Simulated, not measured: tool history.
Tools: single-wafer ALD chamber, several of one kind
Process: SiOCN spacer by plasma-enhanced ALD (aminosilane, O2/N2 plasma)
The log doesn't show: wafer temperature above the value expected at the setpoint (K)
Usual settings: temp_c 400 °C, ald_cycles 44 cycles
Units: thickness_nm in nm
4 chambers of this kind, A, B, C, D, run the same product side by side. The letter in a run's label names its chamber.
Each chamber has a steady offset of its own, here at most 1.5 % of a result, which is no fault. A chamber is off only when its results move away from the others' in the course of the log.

run,hour,temp_c,ald_cycles,hours since the last thermocouple change,"read-back reference wafer on the same gauge, thickness_nm",thickness_nm
1C,5.9,400,44,582.2,2.1869,2.6296
2B,14.1,400,44,720.6,2.1915,2.6625
3A,22.0,400,44,1416.4,2.1887,2.6557
4D,27.4,400,44,1200.2,2.1906,2.6667
5D,34.7,400,44,1207.5,2.1898,2.6581
6C,39.8,400,44,616.1,2.1885,2.6281
7A,47.9,400,44,1442.3,2.1906,2.6264
8B,54.1,400,44,760.6,2.1883,2.6871
9C,58.8,400,44,635.1,2.1903,2.6317
10A,67.9,400,44,1462.3,2.1886,2.6466
11D,73.4,400,44,1246.2,2.1887,2.6549
12B,78.7,400,44,785.2,2.1899,2.6872
13D,86.6,400,44,1259.4,2.1877,2.6725
14B,92.5,400,44,799.0,2.1880,2.6641
15C,97.6,400,44,673.9,2.1907,2.6452
16A,102.7,400,44,1497.1,2.1890,2.6413
17A,110.3,400,44,1504.7,2.1881,2.6400
18D,116.2,400,44,1289.0,2.1891,2.6626
19B,122.7,406,50,829.2,2.1911,2.9905
20C,128.5,406,50,704.8,2.1902,2.9216
21A,133.3,406,50,1527.7,2.1919,2.9519
22B,138.6,406,50,845.1,2.1891,2.9673
23C,144.3,400,44,720.6,2.1893,2.6299
24D,151.4,400,44,1324.2,2.1894,2.6684
25A,156.9,393,40,1551.3,2.1898,2.3981
26B,161.4,393,40,867.9,2.1893,2.4234
27D,166.6,393,40,1339.4,2.1904,2.4428
28C,174.4,393,40,750.7,2.1918,2.3884
# hour 180.1: chamber A: thermocouple changed; heater temperature recalibrated
29D,183.4,400,44,1356.2,2.1860,2.6889
30B,189.8,400,44,896.3,2.1902,2.6603
31A,194.9,400,44,14.9,2.1933,2.6491
32C,199.2,400,48,775.5,2.1896,2.8508
33D,207.7,400,48,1380.5,2.1885,2.8797
34A,213.8,400,48,33.8,2.1891,2.8835
35C,218.5,400,48,794.8,2.1926,2.8661
36B,225.9,400,44,932.4,2.1932,2.6613
37C,230.0,400,44,806.3,2.1882,2.6180
38A,237.7,400,44,57.7,2.1894,2.6518
39B,247.0,400,36,953.5,2.1895,2.1880
40D,253.9,400,36,1426.7,2.1928,2.1779
41D,259.8,400,36,1432.6,2.1913,2.1714
42A,266.6,400,36,86.6,2.1920,2.1614
43C,274.0,400,44,850.3,2.1864,2.6154
44B,281.8,400,44,988.3,2.1930,2.6625

Is one chamber off against the others, does the gauge drift, or is nothing wrong? If a chamber is off, say which, and what the likeliest cause is.

No chamber stands off beyond its own small offset, and the gauge holds steady.

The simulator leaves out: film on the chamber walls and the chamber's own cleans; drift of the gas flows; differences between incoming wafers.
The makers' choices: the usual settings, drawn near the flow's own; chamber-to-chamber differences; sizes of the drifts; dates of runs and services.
